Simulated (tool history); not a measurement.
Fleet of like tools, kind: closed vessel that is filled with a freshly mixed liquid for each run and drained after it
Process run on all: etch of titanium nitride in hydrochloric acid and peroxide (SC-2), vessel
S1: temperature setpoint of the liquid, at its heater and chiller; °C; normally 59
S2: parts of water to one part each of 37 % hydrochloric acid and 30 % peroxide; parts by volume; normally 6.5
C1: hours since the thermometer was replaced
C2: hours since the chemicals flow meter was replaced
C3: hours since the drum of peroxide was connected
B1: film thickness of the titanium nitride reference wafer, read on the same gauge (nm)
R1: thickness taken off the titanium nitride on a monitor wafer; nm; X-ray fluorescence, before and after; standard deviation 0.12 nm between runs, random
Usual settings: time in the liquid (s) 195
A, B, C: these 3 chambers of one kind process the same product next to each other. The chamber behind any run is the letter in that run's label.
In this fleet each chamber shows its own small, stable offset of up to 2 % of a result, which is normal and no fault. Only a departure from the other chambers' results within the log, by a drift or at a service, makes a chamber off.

run 1C hour=7.7 | S1=59 S2=6.5 time_in_the_liquid_(s)=195 | C1=402.2 C2=890.2 C3=711.4 | B1=89.987 | R1=13.875
run 2B hour=16.9 | S1=59 S2=6.5 time_in_the_liquid_(s)=195 | C1=99.9 C2=125 C3=646.4 | B1=90.011 | R1=13.657
run 3A hour=23.5 | S1=59 S2=6.5 time_in_the_liquid_(s)=195 | C1=794.3 C2=118.4 C3=580.6 | B1=89.982 | R1=14.108
run 4C hour=30.5 | S1=59 S2=6.5 time_in_the_liquid_(s)=195 | C1=425 C2=913 C3=734.2 | B1=89.988 | R1=13.864
run 5B hour=40.1 | S1=59 S2=6.5 time_in_the_liquid_(s)=195 | C1=123.1 C2=148.2 C3=669.6 | B1=90.006 | R1=13.706
run 6A hour=46.4 | S1=59 S2=6.5 time_in_the_liquid_(s)=195 | C1=817.2 C2=141.3 C3=603.5 | B1=89.998 | R1=14.029
-- hour=47 chamber C: chemicals flow meter replaced
run 7A hour=50.9 | S1=59 S2=6.5 time_in_the_liquid_(s)=195 | C1=821.7 C2=145.8 C3=608 | B1=90.006 | R1=13.917
run 8B hour=57.6 | S1=65.5 S2=6.5 time_in_the_liquid_(s)=145 | C1=140.6 C2=165.7 C3=687.1 | B1=90.019 | R1=15.12
run 9C hour=64 | S1=65.5 S2=6.5 time_in_the_liquid_(s)=145 | C1=458.5 C2=17 C3=767.7 | B1=90.007 | R1=15.558
run 10A hour=71.3 | S1=65.5 S2=6.5 time_in_the_liquid_(s)=145 | C1=842.1 C2=166.2 C3=628.4 | B1=89.978 | R1=15.477
run 11B hour=81.5 | S1=59 S2=6.5 time_in_the_liquid_(s)=195 | C1=164.5 C2=189.6 C3=711 | B1=89.992 | R1=13.436
run 12C hour=91.3 | S1=59 S2=6.5 time_in_the_liquid_(s)=195 | C1=485.8 C2=44.3 C3=795 | B1=89.989 | R1=13.808
run 13C hour=95.9 | S1=59 S2=6.5 time_in_the_liquid_(s)=195 | C1=490.4 C2=48.9 C3=799.6 | B1=90.023 | R1=13.854
run 14A hour=105.3 | S1=59 S2=5.5 time_in_the_liquid_(s)=195 | C1=876.1 C2=200.2 C3=662.4 | B1=90.01 | R1=15.439
run 15B hour=111.3 | S1=59 S2=5.5 time_in_the_liquid_(s)=195 | C1=194.3 C2=219.4 C3=740.8 | B1=90.003 | R1=15.186
run 16A hour=116.9 | S1=59 S2=5.5 time_in_the_liquid_(s)=195 | C1=887.7 C2=211.8 C3=674 | B1=89.979 | R1=15.681
run 17B hour=126.5 | S1=59 S2=6.5 time_in_the_liquid_(s)=195 | C1=209.5 C2=234.6 C3=756 | B1=90.007 | R1=13.363
run 18C hour=135.3 | S1=59 S2=6.5 time_in_the_liquid_(s)=195 | C1=529.8 C2=88.3 C3=839 | B1=90.01 | R1=13.889
run 19A hour=140.8 | S1=59 S2=6.5 time_in_the_liquid_(s)=195 | C1=911.6 C2=235.7 C3=697.9 | B1=89.997 | R1=13.975
run 20B hour=151.3 | S1=59 S2=6.5 time_in_the_liquid_(s)=195 | C1=234.3 C2=259.4 C3=780.8 | B1=89.998 | R1=13.459
run 21C hour=161.3 | S1=59 S2=6.5 time_in_the_liquid_(s)=195 | C1=555.8 C2=114.3 C3=865 | B1=89.974 | R1=13.796
run 22C hour=170.5 | S1=59 S2=6.5 time_in_the_liquid_(s)=195 | C1=565 C2=123.5 C3=874.2 | B1=90.012 | R1=13.779
run 23A hour=180.1 | S1=59 S2=6.5 time_in_the_liquid_(s)=195 | C1=950.9 C2=275 C3=737.2 | B1=90.004 | R1=13.823
run 24B hour=188.5 | S1=59 S2=6.5 time_in_the_liquid_(s)=195 | C1=271.5 C2=296.6 C3=818 | B1=89.996 | R1=13.139
run 25C hour=196.7 | S1=59 S2=6.5 time_in_the_liquid_(s)=195 | C1=591.2 C2=149.7 C3=900.4 | B1=90.01 | R1=13.958
run 26A hour=204.8 | S1=59 S2=6.5 time_in_the_liquid_(s)=195 | C1=975.6 C2=299.7 C3=761.9 | B1=89.994 | R1=13.983
run 27B hour=214.8 | S1=59 S2=6.5 time_in_the_liquid_(s)=195 | C1=297.8 C2=322.9 C3=844.3 | B1=89.997 | R1=13.114
run 28C hour=224.2 | S1=68 S2=6.5 time_in_the_liquid_(s)=195 | C1=618.7 C2=177.2 C3=927.9 | B1=90.008 | R1=23.98
run 29B hour=231 | S1=68 S2=6.5 time_in_the_liquid_(s)=195 | C1=314 C2=339.1 C3=860.5 | B1=90.001 | R1=22.645

One chamber off, gauge drift, or nothing amiss beyond the chambers' own small offsets? If it is a chamber, which one, and what is the likeliest cause?

It is chamber B that slowly wanders off from its peers.
Most likely cause: peroxide weaker than its label (%) = 5.82.
It could be hard to tell apart here from: liquid colder than its thermometer reads (K); chemicals flow below the setpoint (%).

Below are 4 candidate recipes for chamber B's next run, each the usual settings with a change, their results shown as question marks. Which of them brings B's results back in line with what the other chambers give on the usual settings?
In-line tolerance around the mean of the other chambers on the usual settings: R1 0.42 nm
run 30B-1 hour=238.6 | S1=61 S2=6.5 time_in_the_liquid_(s)=195 | R1=?
run 30B-2 hour=238.6 | S1=60 S2=6.5 time_in_the_liquid_(s)=195 | R1=?
run 30B-3 hour=238.6 | S1=58.5 S2=6.5 time_in_the_liquid_(s)=190 | R1=?
run 30B-4 hour=238.6 | S1=59 S2=6.5 time_in_the_liquid_(s)=175 | R1=?

Mean of the other chambers on the usual settings: R1 13.865 nm
run=30B-1 R1=14.711
run=30B-2 R1=13.828
run=30B-3 R1=12.258
run=30B-4 R1=11.653
With 30B-2, the chamber falls back in line with the rest.

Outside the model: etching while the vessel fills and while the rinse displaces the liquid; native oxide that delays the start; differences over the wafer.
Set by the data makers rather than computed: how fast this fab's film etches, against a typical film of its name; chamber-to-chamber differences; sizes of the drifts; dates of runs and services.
